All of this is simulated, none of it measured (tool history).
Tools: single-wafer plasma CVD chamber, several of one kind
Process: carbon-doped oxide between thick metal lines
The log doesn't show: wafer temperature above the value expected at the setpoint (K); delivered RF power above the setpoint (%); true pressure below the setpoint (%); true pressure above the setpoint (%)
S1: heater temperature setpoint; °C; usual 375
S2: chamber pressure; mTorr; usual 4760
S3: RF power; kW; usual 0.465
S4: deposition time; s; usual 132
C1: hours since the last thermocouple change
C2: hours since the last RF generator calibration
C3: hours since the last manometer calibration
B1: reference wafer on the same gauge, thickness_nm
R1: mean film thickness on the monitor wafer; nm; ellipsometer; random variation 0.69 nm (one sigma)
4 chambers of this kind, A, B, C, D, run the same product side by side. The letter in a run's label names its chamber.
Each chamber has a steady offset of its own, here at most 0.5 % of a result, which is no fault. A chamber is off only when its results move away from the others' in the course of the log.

run,hour,S1,S2,S3,S4,C1,C2,C3,B1,R1
1A,8,375,4760,0.465,132,2279.1,1354.3,265.5,493.89,593.53
2B,17.7,375,4760,0.465,132,164,418.7,1250.2,493.75,599.22
3D,23.6,375,4760,0.465,132,83.7,1226.3,1617.7,493.91,598.82
4C,33.3,375,4760,0.465,132,1951.9,923.9,1841.2,493.67,596.28
5B,40.4,375,4760,0.465,132,186.7,441.4,1272.9,493.83,599.81
6A,48.2,375,4760,0.465,132,2319.3,1394.5,305.7,493.41,593.91
7D,55.5,375,4760,0.465,132,115.6,1258.2,1649.6,493.45,597.02
8C,62.1,375,3600,0.465,124,1980.7,952.7,1870,493.35,537.02
9A,68.2,375,3600,0.465,124,2339.3,1414.5,325.7,493.35,534.73
10D,72.9,375,3600,0.465,124,133,1275.6,1667,493.32,539.48
11B,79.2,375,3600,0.465,124,225.5,480.2,1311.7,493.32,541.12
# hour 84: chamber C: RF generator calibrated
12C,85.4,389,3840,0.465,132,2004,1.5,1893.3,493.24,561.35
13D,92.9,389,3840,0.465,132,153,1295.6,1687,493.24,561.88
14C,98.9,389,3840,0.465,132,2017.5,15,1906.8,493.14,561.37
15A,103.9,389,3840,0.465,132,2375,1450.2,361.4,493.09,559.97
16B,111.1,366,4760,0.385,132,257.4,512.1,1343.6,493.09,529.49
17D,118,366,4760,0.385,132,178.1,1320.7,1712.1,493.11,532.11
18B,124.1,366,4760,0.385,132,270.4,525.1,1356.6,493.09,528.26
19A,132.5,366,4760,0.385,132,2403.6,1478.8,390,492.96,528.51
20C,137.2,375,4760,0.465,132,2055.8,53.3,1945.1,492.82,595.43
# hour 140.5: chamber D: capacitance manometer re-zeroed and calibrated
21C,147.6,375,4760,0.465,132,2066.2,63.7,1955.5,492.84,595.24
# hour 150.5: chamber C: capacitance manometer re-zeroed and calibrated
22A,157.7,375,4760,0.465,132,2428.8,1504,415.2,492.56,592.55
23B,163.4,375,4760,0.465,132,309.7,564.4,1395.9,492.54,597.16
24D,169.6,375,4760,0.465,132,229.7,1372.3,29.1,492.64,596.59
25C,179.6,375,4760,0.465,132,2098.2,95.7,29.1,492.63,594.06
26B,184.8,375,4760,0.465,132,331.1,585.8,1417.3,492.27,597.95
27A,189.9,375,4760,0.465,132,2461,1536.2,447.4,492.54,592.95
28D,195.1,375,4760,0.535,132,255.2,1397.8,54.6,492.41,649.28
29A,202.7,375,4760,0.535,132,2473.8,1549,460.2,492.25,644.83
30D,208,375,4760,0.535,132,268.1,1410.7,67.5,492.27,649.25
31B,214,375,4760,0.535,132,360.3,615,1446.5,492.14,653.61
32C,222.1,375,4760,0.465,132,2140.7,138.2,71.6,492.05,592.86
33D,226.7,375,4760,0.465,132,286.8,1429.4,86.2,491.95,595.79
34A,233,375,4760,0.465,132,2504.1,1579.3,490.5,492.16,591.29
35B,237.5,375,4760,0.465,132,383.8,638.5,1470,492,596.22
36C,242.3,375,4760,0.465,132,2160.9,158.4,91.8,491.83,592.44
37D,250.4,375,4760,0.465,132,310.5,1453.1,109.9,491.95,594.98
38C,255,375,4760,0.465,132,2173.6,171.1,104.5,491.77,593.24
39A,260.4,375,4760,0.465,132,2531.5,1606.7,517.9,491.9,590.3
40B,265.8,375,4760,0.465,132,412.1,666.8,1498.3,491.64,596.62
41B,272.9,375,4760,0.465,132,419.2,673.9,1505.4,491.65,597.34

All 4 chambers run these settings next. Forecast each chamber's results:
42A,280.4,375,4760,0.465,132,,,,,?
42B,280.4,375,4760,0.465,132,,,,,?
42C,280.4,375,4760,0.465,132,,,,,?
42D,280.4,375,4760,0.465,132,,,,,?

run,R1
42A,591.69
42B,596.54
42C,593.13
42D,594.54
